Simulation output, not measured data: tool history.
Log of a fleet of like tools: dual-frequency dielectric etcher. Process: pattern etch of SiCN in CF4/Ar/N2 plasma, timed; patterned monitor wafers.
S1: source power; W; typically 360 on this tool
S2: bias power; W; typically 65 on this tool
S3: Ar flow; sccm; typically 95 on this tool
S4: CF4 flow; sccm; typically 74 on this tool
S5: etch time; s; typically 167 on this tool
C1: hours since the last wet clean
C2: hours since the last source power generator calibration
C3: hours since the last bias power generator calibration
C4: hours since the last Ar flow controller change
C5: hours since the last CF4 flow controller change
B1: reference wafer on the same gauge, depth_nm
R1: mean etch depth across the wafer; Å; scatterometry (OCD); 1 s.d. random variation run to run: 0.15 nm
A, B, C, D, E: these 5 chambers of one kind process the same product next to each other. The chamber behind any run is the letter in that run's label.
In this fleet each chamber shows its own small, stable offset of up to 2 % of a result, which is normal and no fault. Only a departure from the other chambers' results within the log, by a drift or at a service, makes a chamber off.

{"hour": 5.3, "done": "chamber B: wet clean of the chamber"}
{"run": "1B", "hour": 5.9, "S1": 360, "S2": 65, "S3": 95, "S4": 74, "S5": 167, "C1": 0.6, "C2": 2673, "C3": 493, "C4": 2357.3, "C5": 1616.3, "B1": 105.99, "R1": 1154}
{"run": "2A", "hour": 11.2, "S1": 360, "S2": 65, "S3": 95, "S4": 74, "S5": 167, "C1": 338.9, "C2": 2916.2, "C3": 2325.8, "C4": 2691.7, "C5": 1020.7, "B1": 105.99, "R1": 1164.1}
{"run": "3D", "hour": 18.2, "S1": 360, "S2": 65, "S3": 95, "S4": 74, "S5": 167, "C1": 157, "C2": 227.9, "C3": 706.9, "C4": 1148.6, "C5": 4669.1, "B1": 105.98, "R1": 1139.5}
{"run": "4E", "hour": 29.6, "S1": 360, "S2": 65, "S3": 95, "S4": 74, "S5": 167, "C1": 391.4, "C2": 2893.8, "C3": 667.4, "C4": 1112.3, "C5": 1774.4, "B1": 105.93, "R1": 1163.1}
{"run": "5C", "hour": 34.6, "S1": 360, "S2": 65, "S3": 95, "S4": 74, "S5": 167, "C1": 306.5, "C2": 1688.4, "C3": 874, "C4": 1569, "C5": 1363.9, "B1": 105.91, "R1": 1147.3}
{"run": "6D", "hour": 44.7, "S1": 360, "S2": 65, "S3": 95, "S4": 74, "S5": 167, "C1": 183.5, "C2": 254.4, "C3": 733.4, "C4": 1175.1, "C5": 4695.6, "B1": 105.89, "R1": 1136.8}
{"run": "7B", "hour": 50.5, "S1": 360, "S2": 65, "S3": 95, "S4": 74, "S5": 167, "C1": 45.2, "C2": 2717.6, "C3": 537.6, "C4": 2401.9, "C5": 1660.9, "B1": 105.92, "R1": 1152.5}
{"hour": 55.9, "done": "chamber E: CF4 flow controller replaced"}
{"run": "8E", "hour": 60.8, "S1": 360, "S2": 65, "S3": 95, "S4": 74, "S5": 167, "C1": 422.6, "C2": 2925, "C3": 698.6, "C4": 1143.5, "C5": 5, "B1": 105.84, "R1": 1161.2}
{"run": "9C", "hour": 67.3, "S1": 360, "S2": 65, "S3": 95, "S4": 74, "S5": 167, "C1": 339.2, "C2": 1721.1, "C3": 906.7, "C4": 1601.7, "C5": 1396.6, "B1": 105.86, "R1": 1145.8}
{"run": "10A", "hour": 72.3, "S1": 360, "S2": 65, "S3": 95, "S4": 74, "S5": 167, "C1": 400, "C2": 2977.3, "C3": 2386.9, "C4": 2752.8, "C5": 1081.8, "B1": 105.87, "R1": 1160.6}
{"run": "11D", "hour": 80.6, "S1": 360, "S2": 65, "S3": 95, "S4": 74, "S5": 167, "C1": 219.4, "C2": 290.3, "C3": 769.3, "C4": 1211, "C5": 4731.5, "B1": 105.81, "R1": 1137.5}
{"run": "12A", "hour": 91.7, "S1": 360, "S2": 65, "S3": 95, "S4": 74, "S5": 167, "C1": 419.4, "C2": 2996.7, "C3": 2406.3, "C4": 2772.2, "C5": 1101.2, "B1": 105.82, "R1": 1162.2}
{"run": "13B", "hour": 101.5, "S1": 360, "S2": 65, "S3": 95, "S4": 67, "S5": 189, "C1": 96.2, "C2": 2768.6, "C3": 588.6, "C4": 2452.9, "C5": 1711.9, "B1": 105.78, "R1": 1283.5}
{"run": "14E", "hour": 111.6, "S1": 360, "S2": 65, "S3": 95, "S4": 67, "S5": 189, "C1": 473.4, "C2": 2975.8, "C3": 749.4, "C4": 1194.3, "C5": 55.8, "B1": 105.77, "R1": 1295.1}
{"run": "15C", "hour": 119.7, "S1": 360, "S2": 65, "S3": 95, "S4": 67, "S5": 189, "C1": 391.6, "C2": 1773.5, "C3": 959.1, "C4": 1654.1, "C5": 1449, "B1": 105.78, "R1": 1276.7}
{"hour": 125.3, "done": "chamber C: wet clean of the chamber"}
{"run": "16B", "hour": 127.9, "S1": 360, "S2": 65, "S3": 95, "S4": 67, "S5": 189, "C1": 122.6, "C2": 2795, "C3": 615, "C4": 2479.3, "C5": 1738.3, "B1": 105.74, "R1": 1282.8}
{"hour": 132.1, "done": "chamber E: wet clean of the chamber"}
{"run": "17E", "hour": 138.6, "S1": 360, "S2": 65, "S3": 95, "S4": 67, "S5": 189, "C1": 6.6, "C2": 3002.8, "C3": 776.4, "C4": 1221.3, "C5": 82.8, "B1": 105.71, "R1": 1293.2}
{"run": "18A", "hour": 143.9, "S1": 360, "S2": 65, "S3": 95, "S4": 74, "S5": 167, "C1": 471.6, "C2": 3048.9, "C3": 2458.5, "C4": 2824.4, "C5": 1153.4, "B1": 105.68, "R1": 1158.7}
{"run": "19D", "hour": 150.4, "S1": 290, "S2": 65, "S3": 95, "S4": 74, "S5": 138, "C1": 289.2, "C2": 360.1, "C3": 839.1, "C4": 1280.8, "C5": 4801.3, "B1": 105.69, "R1": 776.27}
{"run": "20C", "hour": 155.8, "S1": 290, "S2": 65, "S3": 95, "S4": 74, "S5": 138, "C1": 30.6, "C2": 1809.6, "C3": 995.2, "C4": 1690.2, "C5": 1485.1, "B1": 105.69, "R1": 783.11}
{"run": "21C", "hour": 162.1, "S1": 290, "S2": 65, "S3": 95, "S4": 74, "S5": 138, "C1": 36.9, "C2": 1815.9, "C3": 1001.5, "C4": 1696.5, "C5": 1491.4, "B1": 105.67, "R1": 783.47}
{"run": "22E", "hour": 167.8, "S1": 290, "S2": 65, "S3": 95, "S4": 74, "S5": 138, "C1": 35.8, "C2": 3032, "C3": 805.6, "C4": 1250.5, "C5": 112, "B1": 105.65, "R1": 789.63}
{"run": "23A", "hour": 176.2, "S1": 290, "S2": 65, "S3": 95, "S4": 74, "S5": 138, "C1": 503.9, "C2": 3081.2, "C3": 2490.8, "C4": 2856.7, "C5": 1185.7, "B1": 105.63, "R1": 790.34}
{"run": "24D", "hour": 181.2, "S1": 360, "S2": 65, "S3": 95, "S4": 74, "S5": 167, "C1": 320, "C2": 390.9, "C3": 869.9, "C4": 1311.6, "C5": 4832.1, "B1": 105.63, "R1": 1135.3}
{"run": "25B", "hour": 189.9, "S1": 360, "S2": 65, "S3": 95, "S4": 74, "S5": 167, "C1": 184.6, "C2": 2857, "C3": 677, "C4": 2541.3, "C5": 1800.3, "B1": 105.59, "R1": 1151.8}
{"hour": 194.9, "done": "chamber A: wet clean of the chamber"}
{"run": "26C", "hour": 199.2, "S1": 390, "S2": 65, "S3": 95, "S4": 74, "S5": 213, "C1": 74, "C2": 1853, "C3": 1038.6, "C4": 1733.6, "C5": 1528.5, "B1": 105.56, "R1": 1559.3}
{"run": "27B", "hour": 205.9, "S1": 390, "S2": 65, "S3": 95, "S4": 74, "S5": 213, "C1": 200.6, "C2": 2873, "C3": 693, "C4": 2557.3, "C5": 1816.3, "B1": 105.57, "R1": 1573.3}
{"run": "28E", "hour": 217.3, "S1": 390, "S2": 65, "S3": 95, "S4": 74, "S5": 213, "C1": 85.3, "C2": 3081.5, "C3": 855.1, "C4": 1300, "C5": 161.5, "B1": 105.56, "R1": 1584.6}
{"run": "29A", "hour": 222.8, "S1": 390, "S2": 65, "S3": 95, "S4": 74, "S5": 213, "C1": 27.9, "C2": 3127.8, "C3": 2537.4, "C4": 2903.3, "C5": 1232.3, "B1": 105.51, "R1": 1585.1}
{"run": "30D", "hour": 228.4, "S1": 390, "S2": 65, "S3": 95, "S4": 74, "S5": 213, "C1": 367.2, "C2": 438.1, "C3": 917.1, "C4": 1358.8, "C5": 4879.3, "B1": 105.49, "R1": 1550.5}
{"hour": 233.6, "done": "chamber A: source power generator calibrated"}
{"run": "31E", "hour": 238.2, "S1": 360, "S2": 65, "S3": 95, "S4": 74, "S5": 167, "C1": 106.2, "C2": 3102.4, "C3": 876, "C4": 1320.9, "C5": 182.4, "B1": 105.48, "R1": 1155.4}
{"run": "32C", "hour": 243.7, "S1": 300, "S2": 65, "S3": 95, "S4": 74, "S5": 167, "C1": 118.5, "C2": 1897.5, "C3": 1083.1, "C4": 1778.1, "C5": 1573, "B1": 105.48, "R1": 972.74}
{"run": "33A", "hour": 254.8, "S1": 300, "S2": 65, "S3": 95, "S4": 74, "S5": 167, "C1": 59.9, "C2": 21.2, "C3": 2569.4, "C4": 2935.3, "C5": 1264.3, "B1": 105.48, "R1": 983.42}

For the next run the whole fleet of 5 chambers uses the same settings. Give each chamber's results:
{"run": "34A", "hour": 263.0, "S1": 360, "S2": 65, "S3": 95, "S4": 80, "S5": 167, "R1": "?"}
{"run": "34B", "hour": 263.0, "S1": 360, "S2": 65, "S3": 95, "S4": 80, "S5": 167, "R1": "?"}
{"run": "34C", "hour": 263.0, "S1": 360, "S2": 65, "S3": 95, "S4": 80, "S5": 167, "R1": "?"}
{"run": "34D", "hour": 263.0, "S1": 360, "S2": 65, "S3": 95, "S4": 80, "S5": 167, "R1": "?"}
{"run": "34E", "hour": 263.0, "S1": 360, "S2": 65, "S3": 95, "S4": 80, "S5": 167, "R1": "?"}

run=34A R1=1168.6
run=34B R1=1158.8
run=34C R1=1151.8
run=34D R1=1147
run=34E R1=1170.8
